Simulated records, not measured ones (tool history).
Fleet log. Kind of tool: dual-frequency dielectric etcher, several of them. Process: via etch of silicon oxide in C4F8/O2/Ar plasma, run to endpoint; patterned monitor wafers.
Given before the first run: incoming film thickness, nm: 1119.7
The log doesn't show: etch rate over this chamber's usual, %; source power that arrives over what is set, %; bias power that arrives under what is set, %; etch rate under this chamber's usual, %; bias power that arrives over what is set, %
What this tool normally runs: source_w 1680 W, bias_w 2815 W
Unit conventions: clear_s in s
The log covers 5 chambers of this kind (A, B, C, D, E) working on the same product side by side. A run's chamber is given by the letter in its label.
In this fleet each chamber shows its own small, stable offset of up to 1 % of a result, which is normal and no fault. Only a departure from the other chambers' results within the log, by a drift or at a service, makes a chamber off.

run   hour  source_w  bias_w  hours since the last wet clean  hours since the last source power generator calibration  hours since the last bias power generator calibration  clear_s
 1A    7.6      1680    2815                           280.3                                                   4491.5                                                 2250.5   214.96
 2E   14.5      1680    2815                           265.7                                                    244.1                                                 3910.7   215.06
 3B   28.4      1680    2815                           198.0                                                   2608.5                                                 3555.6   212.71
 4D   35.2      1680    2815                           436.3                                                   1547.9                                                  766.5   211.10
 5C   46.5      1680    2815                           486.1                                                    255.9                                                  714.4   213.96
 6D   53.6      1680    2815                           454.7                                                   1566.3                                                  784.9   211.98
 7E   62.2      1400    3036                           313.4                                                    291.8                                                 3958.4   226.76
 8B   74.0      1400    3036                           243.6                                                   2654.1                                                 3601.2   223.17
 9C   82.9      1400    3036                           522.5                                                    292.3                                                  750.8   225.15
10A   93.3      1400    3036                           366.0                                                   4577.2                                                 2336.2   224.19
     102.0  -- chamber B: bias power generator calibrated
11E  102.2      1400    3036                           353.4                                                    331.8                                                 3998.4   224.84
     109.4  -- chamber A: source power generator calibrated
12D  114.5      1680    2815                           515.6                                                   1627.2                                                  845.8   211.68
13B  121.7      1680    2815                           291.3                                                   2701.8                                                   19.7   210.74
14C  132.9      1680    2815                           572.5                                                    342.3                                                  800.8   213.72
15A  145.9      1680    2815                           418.6                                                     36.5                                                 2388.8   215.02
16A  155.7      1940    2133                           428.4                                                     46.3                                                 2398.6   220.96
     164.0  -- chamber C: wet clean of the chamber
17D  164.4      1940    2133                           565.5                                                   1677.1                                                  895.7   217.35
18E  177.4      1940    2133                           428.6                                                    407.0                                                 4073.6   220.80
19B  190.8      1940    2133                           360.4                                                   2770.9                                                   88.8   217.73
20C  199.0      1940    2133                            35.1                                                    408.4                                                  866.9   220.31
21D  206.9      1680    2815                           608.0                                                   1719.6                                                  938.2   212.02
22A  221.3      1680    2815                           494.0                                                    111.9                                                 2464.2   215.80
23E  235.0      1370    2164                           486.2                                                    464.6                                                 4131.2   253.06
     237.3  -- chamber E: wet clean of the chamber
     242.7  -- chamber D: wet clean of the chamber
24B  249.9      1370    2164                           419.5                                                   2830.0                                                  147.9   248.43
     255.0  -- chamber A: wet clean of the chamber
25C  259.8      1370    2164                            95.9                                                    469.2                                                  927.7   251.73
26D  270.0      1370    2164                            27.3                                                   1782.7                                                 1001.3   249.43
27A  283.5      1370    2164                            28.5                                                    174.1                                                 2526.4   254.21
28E  297.6      1680    2815                            60.3                                                    527.2                                                 4193.8   223.03
29B  306.0      1680    2815                           475.6                                                   2886.1                                                  204.0   210.75
30C  315.5      1680    2815                           151.6                                                    524.9                                                  983.4   214.87
31A  329.3      1680    2815                            74.3                                                    219.9                                                 2572.2   215.26
32C  343.0      1680    3133                           179.1                                                    552.4                                                 1010.9   206.58
33B  357.5      1680    3133                           527.1                                                   2937.6                                                  255.5   205.54
34D  371.6      1680    3133                           128.9                                                   1884.3                                                 1102.9   206.12
     374.2  -- chamber B: wet clean of the chamber
35E  385.3      1680    3133                           148.0                                                    614.9                                                 4281.5   215.92
36D  398.7      1680    3133                           156.0                                                   1911.4                                                 1130.0   204.27
37B  409.3      1680    2815                            35.2                                                   2989.4                                                  307.3   213.32
38E  420.5      1680    2815                           183.2                                                    650.1                                                 4316.7   224.06
39A  433.0      1680    2815                           178.0                                                    323.6                                                 2675.9   215.08

Each of the 5 chambers runs these same settings next. Fill in every chamber's results:
40A  444.1      1680    2815                                                                                                                                                        ?
40B  444.1      1680    2815                                                                                                                                                        ?
40C  444.1      1680    2815                                                                                                                                                        ?
40D  444.1      1680    2815                                                                                                                                                        ?
40E  444.1      1680    2815                                                                                                                                                        ?

run  clear_s
40A   214.80
40B   213.42
40C   213.55
40D   211.80
40E   222.11

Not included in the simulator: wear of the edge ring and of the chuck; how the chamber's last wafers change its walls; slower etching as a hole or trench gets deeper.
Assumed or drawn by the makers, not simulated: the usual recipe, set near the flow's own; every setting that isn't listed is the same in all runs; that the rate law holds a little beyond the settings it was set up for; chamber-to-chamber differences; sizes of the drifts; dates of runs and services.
